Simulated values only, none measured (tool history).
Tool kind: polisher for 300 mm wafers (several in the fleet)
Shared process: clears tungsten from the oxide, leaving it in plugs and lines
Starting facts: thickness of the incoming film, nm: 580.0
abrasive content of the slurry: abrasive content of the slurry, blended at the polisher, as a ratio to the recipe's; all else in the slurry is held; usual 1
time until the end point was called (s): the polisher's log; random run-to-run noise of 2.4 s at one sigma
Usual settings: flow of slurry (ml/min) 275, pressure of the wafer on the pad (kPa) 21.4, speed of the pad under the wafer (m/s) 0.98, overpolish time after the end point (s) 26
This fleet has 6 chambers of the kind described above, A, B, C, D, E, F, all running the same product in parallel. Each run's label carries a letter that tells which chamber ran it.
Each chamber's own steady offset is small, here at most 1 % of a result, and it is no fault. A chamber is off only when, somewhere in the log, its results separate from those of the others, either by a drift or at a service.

run   hour  flow of slurry (ml/min)  pressure of the wafer on the pad (kPa)  speed of the pad under the wafer (m/s)  abrasive content of the slurry  overpolish time after the end point (s)  time until the end point was called (s)
       0.1  -- chamber A: worn pad replaced by a new one
 1E    4.7                      275                                    21.4                                    0.98                               1                                       26                                   150.57
       6.5  -- chamber D: slurry tank refilled with fresh slurry and peroxide
       8.2  -- chamber F: worn pad replaced by a new one
       8.9  -- chamber C: slurry tank refilled with fresh slurry and peroxide
      11.7  -- chamber A: slurry blender recalibrated
 2C   12.4                      275                                    21.4                                    0.98                               1                                       26                                   151.15
      16.4  -- chamber E: worn pad replaced by a new one
 3D   20.5                      275                                    21.4                                    0.98                               1                                       26                                   153.11
      26.1  -- chamber D: head pressure recalibrated
 4F   29.9                      275                                    21.4                                    0.98                               1                                       26                                   148.04
      32.3  -- chamber D: slurry nozzle cleaned
      36.5  -- chamber B: worn pad replaced by a new one
 5B   38.1                      275                                    21.4                                    0.72                             0.8                                       26                                   221.63
      41.8  -- chamber C: worn pad replaced by a new one
 6A   46.4                      275                                    21.4                                    0.72                             0.8                                       26                                   219.75
      49.2  -- chamber B: slurry blender recalibrated
 7B   51.8                      275                                    21.4                                    0.72                             0.8                                       26                                   219.24
      60.8  -- chamber F: slurry tank refilled with fresh slurry and peroxide
 8E   61.7                      275                                    21.4                                    0.72                             0.8                                       26                                   219.93
      67.8  -- chamber D: slurry tank refilled with fresh slurry and peroxide
      69.1  -- chamber B: slurry tank refilled with fresh slurry and peroxide
      69.7  -- chamber E: slurry tank refilled with fresh slurry and peroxide
 9C   70.3                      275                                    21.4                                    0.72                             0.8                                       26                                    217.2
      74.6  -- chamber A: worn pad replaced by a new one
10F   75.5                      275                                    21.4                                    0.72                             0.8                                       26                                   218.27
      75.6  -- chamber D: worn pad replaced by a new one
      85.2  -- chamber A: slurry tank refilled with fresh slurry and peroxide
11A   85.7                      275                                    21.4                                    0.98                               1                                       26                                   150.46
12D   94.5                      275                                    21.4                                    0.98                               1                                       26                                   151.87
13A  101.3                      275                                    21.4                                    0.98                               1                                       26                                   151.72
     104.9  -- chamber C: slurry tank refilled with fresh slurry and peroxide
14F  107.2                      275                                    21.4                                    0.98                               1                                       26                                   153.05
     109.2  -- chamber E: worn pad replaced by a new one
     110.5  -- chamber E: head pressure recalibrated
15D  116.3                      275                                    21.4                                    0.98                               1                                       26                                   148.17
16B  121.3                      275                                    21.4                                    0.98                               1                                       26                                   148.89
       124  -- chamber D: slurry tank refilled with fresh slurry and peroxide
     127.8  -- chamber C: worn pad replaced by a new one
17C  129.1                      275                                    21.4                                    0.74                               1                                       26                                   201.72
18E  136.8                      275                                    21.4                                    0.74                               1                                       26                                   201.82
     138.7  -- chamber A: worn pad replaced by a new one
     140.4  -- chamber B: slurry nozzle cleaned
19D  141.6                      275                                    21.4                                    0.74                               1                                       26                                   196.19
     145.1  -- chamber C: slurry blender recalibrated
     145.6  -- chamber B: slurry tank refilled with fresh slurry and peroxide
     148.1  -- chamber F: slurry tank refilled with fresh slurry and peroxide
20B  148.5                      275                                    21.4                                    0.74                               1                                       26                                   198.16
     152.8  -- chamber D: slurry blender recalibrated
     152.9  -- chamber F: worn pad replaced by a new one
21A  155.3                      275                                    21.4                                    0.74                               1                                       26                                   198.36
22F  162.5                      275                                    21.4                                    0.74                               1                                       26                                   202.52
       167  -- chamber C: head pressure recalibrated
23C  172.1                      275                                    24.8                                    0.98                               1                                       26                                   132.92
     172.4  -- chamber A: slurry nozzle cleaned
24E  177.8                      275                                    24.8                                    0.98                               1                                       26                                   137.36
     184.6  -- chamber B: worn pad replaced by a new one
25B  185.9                      275                                    24.8                                    0.98                               1                                       26                                    129.7
     193.2  -- chamber C: slurry tank refilled with fresh slurry and peroxide
     194.1  -- chamber D: slurry tank refilled with fresh slurry and peroxide
26A  195.3                      275                                    24.8                                    0.98                               1                                       26                                   129.39
     199.1  -- chamber A: worn pad replaced by a new one
     204.8  -- chamber D: worn pad replaced by a new one
27F  205.7                      275                                    24.8                                    0.98                               1                                       26                                   129.35
     207.5  -- chamber E: worn pad replaced by a new one
     207.6  -- chamber E: slurry tank refilled with fresh slurry and peroxide
     208.8  -- chamber C: worn pad replaced by a new one
28D  213.5                      275                                    24.8                                    0.98                               1                                       26                                   131.63
     219.8  -- chamber F: slurry tank refilled with fresh slurry and peroxide
29C  222.7                      275                                    21.4                                    0.98                               1                                       26                                   152.03
30E  227.3                      190                                    21.4                                    0.74                               1                                       26                                   221.53
     228.4  -- chamber A: slurry tank refilled with fresh slurry and peroxide
31D  234.7                      190                                    21.4                                    0.74                               1                                       26                                   211.63
     236.2  -- chamber B: slurry tank refilled with fresh slurry and peroxide
32F  240.4                      190                                    21.4                                    0.74                               1                                       26                                   203.18
33A  245.8                      190                                    21.4                                    0.74                               1                                       26                                   208.77
     249.7  -- chamber D: slurry tank refilled with fresh slurry and peroxide
34E  250.6                      190                                    21.4                                    0.74                               1                                       26                                   215.42
35C  260.1                      190                                    21.4                                    0.74                               1                                       26                                   211.56
36B  264.8                      275                                    21.4                                    0.98                               1                                       26                                   150.61
     270.4  -- chamber A: worn pad replaced by a new one
37B  272.9                      275                                    21.4                                    0.98                               1                                       26                                   150.79
     275.9  -- chamber C: slurry tank refilled with fresh slurry and peroxide
38D    278                      275                                    21.4                                    0.98                               1                                       26                                    153.6
     280.2  -- chamber F: worn pad replaced by a new one
39C  283.8                      275                                    21.4                                    0.98                               1                                       26                                   154.53
40A  291.8                      275                                    21.4                                    1.12                             1.2                                       26                                   126.65
     295.9  -- chamber F: slurry tank refilled with fresh slurry and peroxide
41E  297.2                      275                                    21.4                                    1.12                             1.2                                       26                                    137.8
42F  305.9                      275                                    21.4                                    1.12                             1.2                                       26                                   126.65
43A  314.6                      275                                    21.4                                    1.12                             1.2                                       26                                   127.57
     317.8  -- chamber B: slurry tank refilled with fresh slurry and peroxide
44B  324.4                      275                                    21.4                                    1.12                             1.2                                       26                                   126.28

Has any chamber moved away from the others, gradually or after a service, or does the common gauge drift, or do the chambers differ only by their own small steady offsets? State the chamber and the most likely cause if one applies.

Chamber E drifts away from the others.
Likeliest cause: abrasive missing from the slurry, % = 30.7.
It could be hard to tell apart here from: head's pressure below its setpoint, %.

Which of the 4 candidates below, each the usual settings with something changed and its results left as question marks, puts chamber E back in line with what the other chambers give on the usual settings?
In line here means within this much of the mean the other chambers give on the usual settings: time until the end point was called (s) 8.5
45E-1  331.9                      275                                    21.4                                    0.98                             1.4                                       26                                        ?
45E-2  331.9                      275                                    20.7                                    0.94                               1                                       26                                        ?
45E-3  331.9                      275                                    23.4                                    1.06                               1                                       26                                        ?
45E-4  331.9                      275                                    21.4                                     0.8                               1                                       26                                        ?

The mean the other chambers reach with the usual settings: time until the end point was called (s) 152.07
  run  time until the end point was called (s)
45E-1                                   152.83
45E-2                                   177.77
45E-3                                   138.93
45E-4                                   201.87
With 45E-1, the chamber falls back in line with the rest.
